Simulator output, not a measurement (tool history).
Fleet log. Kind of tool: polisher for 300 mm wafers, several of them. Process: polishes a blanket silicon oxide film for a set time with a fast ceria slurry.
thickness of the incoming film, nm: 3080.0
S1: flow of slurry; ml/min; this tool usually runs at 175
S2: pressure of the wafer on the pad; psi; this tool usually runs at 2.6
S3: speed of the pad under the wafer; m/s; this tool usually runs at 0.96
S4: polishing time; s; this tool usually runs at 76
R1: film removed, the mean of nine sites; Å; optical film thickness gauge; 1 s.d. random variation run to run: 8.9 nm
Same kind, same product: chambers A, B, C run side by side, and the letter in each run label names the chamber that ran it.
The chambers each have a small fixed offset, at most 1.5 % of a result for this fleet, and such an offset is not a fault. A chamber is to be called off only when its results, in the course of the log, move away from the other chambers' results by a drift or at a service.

Run 1B, day 0.317: usual settings. Result: R1 12364.0 Å.
At day 0.504: chamber B: worn pad replaced by a new one.
Run 2C, day 0.625: usual settings. Result: R1 12118.0 Å.
Run 3A, day 0.783: usual settings. Result: R1 12309.0 Å.
Run 4B, day 0.988: usual settings. Result: R1 12364.0 Å.
Run 5A, day 1.225: usual settings but S3 0.72 m/s. Result: R1 9153.5 Å.
Run 6C, day 1.408: usual settings but S3 0.72 m/s. Result: R1 9253.7 Å.
Run 7B, day 1.646: usual settings but S3 0.72 m/s. Result: R1 9213.5 Å.
Run 8A, day 1.875: usual settings. Result: R1 12273.0 Å.
Run 9C, day 2.162: usual settings. Result: R1 12328.0 Å.
Run 10B, day 2.438: usual settings. Result: R1 12371.0 Å.
At day 2.683: chamber A: worn pad replaced by a new one.
Run 11C, day 2.738: usual settings. Result: R1 12076.0 Å.
Run 12A, day 2.996: usual settings. Result: R1 12063.0 Å.
Run 13A, day 3.288: usual settings. Result: R1 12213.0 Å.
Run 14B, day 3.575: usual settings. Result: R1 12357.0 Å.
Run 15C, day 3.725: usual settings. Result: R1 12271.0 Å.
Run 16C, day 3.921: usual settings. Result: R1 12308.0 Å.
Run 17B, day 4.121: usual settings. Result: R1 12215.0 Å.
At day 4.171: chamber C: worn pad replaced by a new one.
Run 18A, day 4.317: usual settings. Result: R1 12335.0 Å.
At day 4.425: chamber B: worn pad replaced by a new one.
Run 19A, day 4.629: usual settings. Result: R1 12286.0 Å.
Run 20C, day 4.838: usual settings but S1 205 ml/min, S3 0.72 m/s. Result: R1 9718.7 Å.
At day 4.850: chamber A: slurry nozzle cleaned.
Run 21B, day 5.083: usual settings but S1 205 ml/min, S3 0.72 m/s. Result: R1 9572.0 Å.
Run 22B, day 5.308: usual settings but S1 205 ml/min, S3 0.72 m/s. Result: R1 9572.7 Å.
Run 23A, day 5.638: usual settings. Result: R1 12142.0 Å.
Run 24C, day 5.908: usual settings but S1 205 ml/min, S4 51 s. Result: R1 8645.4 Å.
Run 25C, day 6.179: usual settings but S1 205 ml/min, S4 51 s. Result: R1 8671.2 Å.
Run 26B, day 6.358: usual settings but S1 205 ml/min, S4 51 s. Result: R1 8413.7 Å.
Run 27A, day 6.517: usual settings. Result: R1 12185.0 Å.
Run 28C, day 6.692: usual settings. Result: R1 12509.0 Å.
At day 6.821: chamber B: slurry nozzle cleaned.
Run 29A, day 6.933: usual settings. Result: R1 12164.0 Å.
At day 6.992: chamber A: head pressure recalibrated.
Run 30B, day 7.217: usual settings. Result: R1 12289.0 Å.
Run 31A, day 7.471: usual settings. Result: R1 12156.0 Å.
Run 32B, day 7.712: usual settings. Result: R1 12432.0 Å.
Run 33C, day 8.008: usual settings. Result: R1 12809.0 Å.
At day 8.029: chamber A: worn pad replaced by a new one.
Run 34A, day 8.208: usual settings. Result: R1 12134.0 Å.
Run 35C, day 8.508: usual settings. Result: R1 13026.0 Å.
At day 8.550: chamber B: worn pad replaced by a new one.
Run 36B, day 8.696: usual settings but S3 0.74 m/s, S4 52 s. Result: R1 6596.9 Å.
Run 37A, day 9.017: usual settings but S3 0.74 m/s, S4 52 s. Result: R1 6414.0 Å.
Run 38B, day 9.158: usual settings but S3 0.74 m/s, S4 52 s. Result: R1 6503.5 Å.
Run 39C, day 9.492: usual settings. Result: R1 13211.0 Å.
Run 40A, day 9.675: usual settings. Result: R1 12081.0 Å.
Run 41C, day 9.858: usual settings. Result: R1 13461.0 Å.
Run 42B, day 10.071: usual settings. Result: R1 12273.0 Å.

Does one chamber stand apart from the rest, does the shared gauge drift, or is all well apart from small per-chamber offsets? Give the chamber and the most likely cause, where there is one.

Little by little, chamber C moves away from the other chambers.
What lies behind it: head's pressure above its setpoint, % = 9.03.

Here are 4 candidates for chamber C's next run, each the usual settings with a change, their results left as question marks. Which one brings its results back in line with what the others give on the usual settings?
In-line tolerance around the mean of the other chambers on the usual settings: R1 310.0 Å
Run 43C-1, day 10.308: usual settings but S2 2.5 psi, S4 73 s. Result: R1 ?.
Run 43C-2, day 10.308: usual settings but S4 74 s. Result: R1 ?.
Run 43C-3, day 10.308: usual settings but S4 82 s. Result: R1 ?.
Run 43C-4, day 10.308: usual settings but S4 79 s. Result: R1 ?.

On the usual settings, the other chambers give on average: R1 12280.0 Å
  run       R1
43C-1  12288.0
43C-2  12959.0
43C-3  14360.0
43C-4  13835.0
With 43C-1, the chamber falls back in line with the rest.
